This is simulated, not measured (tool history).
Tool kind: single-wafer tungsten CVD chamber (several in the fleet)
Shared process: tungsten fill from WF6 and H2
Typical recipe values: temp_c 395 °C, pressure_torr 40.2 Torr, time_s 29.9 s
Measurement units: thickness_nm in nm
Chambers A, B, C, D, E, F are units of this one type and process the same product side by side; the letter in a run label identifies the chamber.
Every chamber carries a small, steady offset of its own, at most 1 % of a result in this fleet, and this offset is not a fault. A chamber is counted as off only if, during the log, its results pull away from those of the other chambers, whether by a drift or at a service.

run   hour  temp_c  pressure_torr  time_s  read-back reference wafer on the same gauge, thickness_nm  thickness_nm
 1A    9.4     395           40.2    29.9                                                     82.065        91.107
 2D     15     395           40.2    29.9                                                     82.148        90.426
 3B   21.6     395           40.2    29.9                                                     82.071        90.933
 4F     28     395           40.2    29.9                                                      82.12        90.901
 5C   35.1     395           40.2    29.9                                                     82.124        91.154
 6E   41.1     395           40.2    29.9                                                      82.12        91.185
 7A   47.3     395           40.2    29.9                                                     82.039        91.002
 8C   57.3     395           40.2    29.9                                                      82.13        90.768
 9B   63.6     395           40.2    29.9                                                     82.093        91.304
10D   70.1     395             45    35.5                                                     82.081        112.84
11E   76.1     395             45    35.5                                                     82.142        113.91
12F   86.2     395             45    35.5                                                     82.161        114.01
13B   91.6     395             45    35.5                                                     82.105        114.01
14A   99.1     395             45    35.5                                                     82.188        113.74
15E  104.8     395             45    35.5                                                     82.068        114.27
16D  109.4     395           40.2    29.9                                                     82.108        90.465
17C  117.7     395           40.2    29.9                                                     82.151        91.246
18F  126.8     395           40.2    29.9                                                     82.071        90.896
19D  136.1     395           40.2    29.9                                                     82.088        90.414
20E  145.5     395           40.2    29.9                                                      82.06        91.589
21A  150.7     395           40.2    29.9                                                     82.134        90.793
22F  159.8     395           40.2    29.9                                                     82.065        90.317
23B  164.5     395           40.2    29.9                                                     82.032        91.192
24C  172.1     395           40.2    29.9                                                     82.116         91.89
25F  181.6     395           40.2    29.9                                                     82.184        91.394
26D  188.7     395           40.2    29.9                                                     81.971        90.386
27B  193.4     395           40.2    27.6                                                     82.124        84.583
28E  202.8     395           40.2    27.6                                                     82.106        84.944
     212.6  -- chamber F: thermocouple changed; heater temperature recalibrated
29A  212.7     395           40.2    27.6                                                     82.144        84.287
30C  220.4     395           40.2    27.6                                                     82.122         83.65
31C  229.1     395           40.2    27.6                                                      82.13        83.879
32E  235.3     395           40.2    27.6                                                     82.133        84.739
33B  243.4     395           40.2    29.9                                                     82.096        91.439
34D  250.1     395           40.2    29.9                                                     82.057        90.197
     250.7  -- chamber E: capacitance manometer re-zeroed and calibrated
35F  254.5     395           40.2    29.9                                                      82.13        90.571
36A    264     395           40.2    29.9                                                     82.093        91.059
37C    272     395           40.2    29.9                                                      82.16        91.048
38D  278.9     395           40.2    29.9                                                     82.085         90.03
     286.9  -- chamber A: thermocouple changed; heater temperature recalibrated
39E  287.6     395           40.2    29.9                                                     82.125        92.034
40A  294.1     395           40.2    29.9                                                      82.12        91.076

Each of the 6 chambers runs these same settings next. Fill in every chamber's results:
41A  301.3     395           40.2    29.9                                                                        ?
41B  301.3     395           40.2    29.9                                                                        ?
41C  301.3     395           40.2    29.9                                                                        ?
41D  301.3     395           40.2    29.9                                                                        ?
41E  301.3     395           40.2    29.9                                                                        ?
41F  301.3     395           40.2    29.9                                                                        ?

run  thickness_nm
41A        91.768
41B        91.203
41C        91.065
41D        89.906
41E        91.473
41F         90.82

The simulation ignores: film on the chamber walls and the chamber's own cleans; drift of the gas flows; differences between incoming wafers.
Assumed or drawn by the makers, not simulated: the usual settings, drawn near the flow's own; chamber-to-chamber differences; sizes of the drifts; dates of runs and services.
